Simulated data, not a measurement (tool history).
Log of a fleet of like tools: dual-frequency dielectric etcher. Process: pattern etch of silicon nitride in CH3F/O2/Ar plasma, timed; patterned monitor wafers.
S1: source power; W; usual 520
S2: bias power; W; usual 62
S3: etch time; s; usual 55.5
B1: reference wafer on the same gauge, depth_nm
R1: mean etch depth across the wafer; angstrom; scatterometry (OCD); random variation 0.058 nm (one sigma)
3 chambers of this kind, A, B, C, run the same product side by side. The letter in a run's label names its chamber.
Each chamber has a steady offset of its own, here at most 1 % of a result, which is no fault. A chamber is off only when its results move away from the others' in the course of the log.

{"run": "1A", "day": 0.121, "S1": 520, "S2": 62, "S3": 55.5, "B1": 42.398, "R1": 406.94}
{"run": "2C", "day": 0.342, "S1": 520, "S2": 62, "S3": 55.5, "B1": 42.418, "R1": 406.58}
{"run": "3B", "day": 0.492, "S1": 520, "S2": 62, "S3": 55.5, "B1": 42.409, "R1": 406.39}
{"run": "4A", "day": 0.65, "S1": 520, "S2": 62, "S3": 55.5, "B1": 42.425, "R1": 407.56}
{"run": "5C", "day": 0.867, "S1": 520, "S2": 62, "S3": 55.5, "B1": 42.417, "R1": 407.36}
{"run": "6B", "day": 1.108, "S1": 520, "S2": 62, "S3": 55.5, "B1": 42.424, "R1": 406.88}
{"day": 1.233, "done": "chamber B: wet clean of the chamber"}
{"run": "7A", "day": 1.312, "S1": 520, "S2": 62, "S3": 55.5, "B1": 42.461, "R1": 407.92}
{"run": "8C", "day": 1.521, "S1": 520, "S2": 62, "S3": 55.5, "B1": 42.466, "R1": 406.72}
{"run": "9B", "day": 1.738, "S1": 520, "S2": 62, "S3": 55.5, "B1": 42.453, "R1": 407.19}
{"run": "10B", "day": 1.9, "S1": 520, "S2": 62, "S3": 70.5, "B1": 42.462, "R1": 517.98}
{"day": 2.033, "done": "chamber C: wet clean of the chamber"}
{"run": "11A", "day": 2.096, "S1": 520, "S2": 62, "S3": 70.5, "B1": 42.479, "R1": 517.97}
{"run": "12C", "day": 2.312, "S1": 520, "S2": 62, "S3": 70.5, "B1": 42.483, "R1": 516.92}
{"run": "13B", "day": 2.492, "S1": 520, "S2": 62, "S3": 55.5, "B1": 42.485, "R1": 408.21}
{"run": "14A", "day": 2.604, "S1": 620, "S2": 62, "S3": 55.5, "B1": 42.488, "R1": 436.25}
{"run": "15C", "day": 2.783, "S1": 620, "S2": 62, "S3": 55.5, "B1": 42.496, "R1": 435.27}
{"run": "16A", "day": 2.962, "S1": 620, "S2": 62, "S3": 55.5, "B1": 42.507, "R1": 435.16}
{"run": "17B", "day": 3.212, "S1": 520, "S2": 62, "S3": 55.5, "B1": 42.509, "R1": 408.05}
{"run": "18C", "day": 3.421, "S1": 520, "S2": 62, "S3": 55.5, "B1": 42.527, "R1": 408.32}
{"run": "19B", "day": 3.617, "S1": 520, "S2": 62, "S3": 55.5, "B1": 42.542, "R1": 408.53}
{"run": "20A", "day": 3.742, "S1": 520, "S2": 62, "S3": 55.5, "B1": 42.528, "R1": 409.0}
{"run": "21C", "day": 3.929, "S1": 520, "S2": 62, "S3": 60.5, "B1": 42.534, "R1": 445.67}
{"run": "22B", "day": 4.05, "S1": 520, "S2": 62, "S3": 60.5, "B1": 42.527, "R1": 443.88}
{"run": "23A", "day": 4.229, "S1": 520, "S2": 62, "S3": 60.5, "B1": 42.551, "R1": 445.11}
{"run": "24C", "day": 4.454, "S1": 520, "S2": 62, "S3": 55.5, "B1": 42.544, "R1": 407.91}
{"run": "25A", "day": 4.617, "S1": 520, "S2": 62, "S3": 55.5, "B1": 42.545, "R1": 408.8}
{"run": "26C", "day": 4.804, "S1": 520, "S2": 62, "S3": 55.5, "B1": 42.56, "R1": 408.29}
{"run": "27B", "day": 4.946, "S1": 520, "S2": 62, "S3": 55.5, "B1": 42.568, "R1": 408.59}
{"run": "28A", "day": 5.179, "S1": 520, "S2": 62, "S3": 55.5, "B1": 42.58, "R1": 409.12}
{"run": "29C", "day": 5.292, "S1": 520, "S2": 62, "S3": 55.5, "B1": 42.575, "R1": 407.98}
{"run": "30B", "day": 5.508, "S1": 520, "S2": 62, "S3": 55.5, "B1": 42.589, "R1": 408.81}
{"day": 5.679, "done": "chamber A: source power generator calibrated"}
{"run": "31A", "day": 5.704, "S1": 520, "S2": 62, "S3": 55.5, "B1": 42.591, "R1": 408.49}
{"run": "32B", "day": 5.921, "S1": 640, "S2": 62, "S3": 55.5, "B1": 42.6, "R1": 443.5}
{"run": "33C", "day": 6.104, "S1": 640, "S2": 62, "S3": 55.5, "B1": 42.61, "R1": 442.99}
{"run": "34A", "day": 6.304, "S1": 640, "S2": 62, "S3": 55.5, "B1": 42.608, "R1": 442.73}
{"run": "35B", "day": 6.542, "S1": 520, "S2": 62, "S3": 55.5, "B1": 42.62, "R1": 409.64}
{"run": "36C", "day": 6.75, "S1": 520, "S2": 62, "S3": 55.5, "B1": 42.634, "R1": 408.15}
{"run": "37C", "day": 6.879, "S1": 520, "S2": 62, "S3": 55.5, "B1": 42.645, "R1": 407.93}
{"run": "38A", "day": 7.038, "S1": 520, "S2": 62, "S3": 55.5, "B1": 42.648, "R1": 409.08}

What goes on in this fleet: one chamber off, a drifting gauge, or nothing beyond the chambers' own small offsets? Name the chamber and the cause, if any.

The gauge drifts, so all chambers seem to drift together. No chamber is off.
Cause: gauge reads high (%) = 0.58.
